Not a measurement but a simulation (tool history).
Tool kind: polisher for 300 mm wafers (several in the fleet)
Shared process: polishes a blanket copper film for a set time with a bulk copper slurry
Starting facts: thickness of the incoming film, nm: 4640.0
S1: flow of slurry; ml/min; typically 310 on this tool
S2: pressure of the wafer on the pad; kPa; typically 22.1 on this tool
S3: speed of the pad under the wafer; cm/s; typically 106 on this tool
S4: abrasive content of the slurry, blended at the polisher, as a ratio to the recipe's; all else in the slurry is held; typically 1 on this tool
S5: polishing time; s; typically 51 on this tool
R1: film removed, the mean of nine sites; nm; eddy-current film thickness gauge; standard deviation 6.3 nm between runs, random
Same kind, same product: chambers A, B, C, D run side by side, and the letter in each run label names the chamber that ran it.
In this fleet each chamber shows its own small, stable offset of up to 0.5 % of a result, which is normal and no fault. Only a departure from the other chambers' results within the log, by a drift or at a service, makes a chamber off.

-- day=0.017 chamber D: worn pad replaced by a new one
run 1C day=0.162 | S1=310 S2=22.1 S3=106 S4=1 S5=51 | R1=484.68
run 2A day=0.388 | S1=310 S2=22.1 S3=106 S4=1 S5=51 | R1=476.63
run 3B day=0.592 | S1=310 S2=22.1 S3=106 S4=1 S5=51 | R1=480.51
run 4D day=0.779 | S1=310 S2=22.1 S3=106 S4=1 S5=51 | R1=485.5
run 5C day=1.004 | S1=310 S2=22.1 S3=106 S4=1 S5=51 | R1=470.54
run 6D day=1.112 | S1=310 S2=22.1 S3=106 S4=1 S5=51 | R1=485.8
run 7A day=1.292 | S1=310 S2=22.1 S3=106 S4=1 S5=51 | R1=471.92
run 8B day=1.517 | S1=310 S2=22.1 S3=106 S4=1 S5=51 | R1=482.25
run 9D day=1.692 | S1=310 S2=22.1 S3=106 S4=1 S5=51 | R1=490.27
run 10C day=1.821 | S1=310 S2=22.1 S3=106 S4=1 S5=51 | R1=472.08
run 11A day=2.008 | S1=310 S2=22.1 S3=106 S4=1 S5=51 | R1=487.29
-- day=2.05 chamber C: slurry nozzle cleaned
run 12B day=2.192 | S1=310 S2=27.6 S3=106 S4=1 S5=51 | R1=615.01
run 13C day=2.362 | S1=310 S2=27.6 S3=106 S4=1 S5=51 | R1=600.17
run 14A day=2.504 | S1=310 S2=27.6 S3=106 S4=1 S5=51 | R1=587.11
run 15D day=2.704 | S1=310 S2=27.6 S3=106 S4=1 S5=51 | R1=601.1
run 16B day=2.929 | S1=310 S2=22.1 S3=106 S4=1 S5=51 | R1=478.38
run 17D day=3.158 | S1=310 S2=22.1 S3=106 S4=1 S5=51 | R1=489.84
run 18A day=3.304 | S1=310 S2=22.1 S3=106 S4=1 S5=51 | R1=481.47
-- day=3.333 chamber D: worn pad replaced by a new one
run 19B day=3.417 | S1=310 S2=22.1 S3=106 S4=1 S5=51 | R1=485.74
run 20C day=3.612 | S1=310 S2=22.1 S3=106 S4=1 S5=51 | R1=482.23
run 21D day=3.817 | S1=310 S2=22.1 S3=106 S4=1 S5=51 | R1=489.76
run 22A day=4.029 | S1=310 S2=22.1 S3=106 S4=1 S5=51 | R1=472.6
-- day=4.096 chamber B: worn pad replaced by a new one
run 23B day=4.217 | S1=310 S2=22.1 S3=106 S4=1 S5=51 | R1=485.77
run 24C day=4.383 | S1=310 S2=22.1 S3=106 S4=1 S5=51 | R1=480.18
run 25A day=4.579 | S1=310 S2=22.1 S3=128 S4=0.7 S5=51 | R1=537.92
run 26C day=4.808 | S1=310 S2=22.1 S3=128 S4=0.7 S5=51 | R1=536.3
run 27B day=4.942 | S1=310 S2=22.1 S3=128 S4=0.7 S5=51 | R1=546.26
run 28D day=5.138 | S1=310 S2=22.1 S3=128 S4=0.7 S5=51 | R1=549.93

What goes on in this fleet: one chamber off, a drifting gauge, or nothing beyond the chambers' own small offsets? Name the chamber and the cause, if any.

Beyond each chamber's small constant offset nothing stands out, and the gauge stays steady.
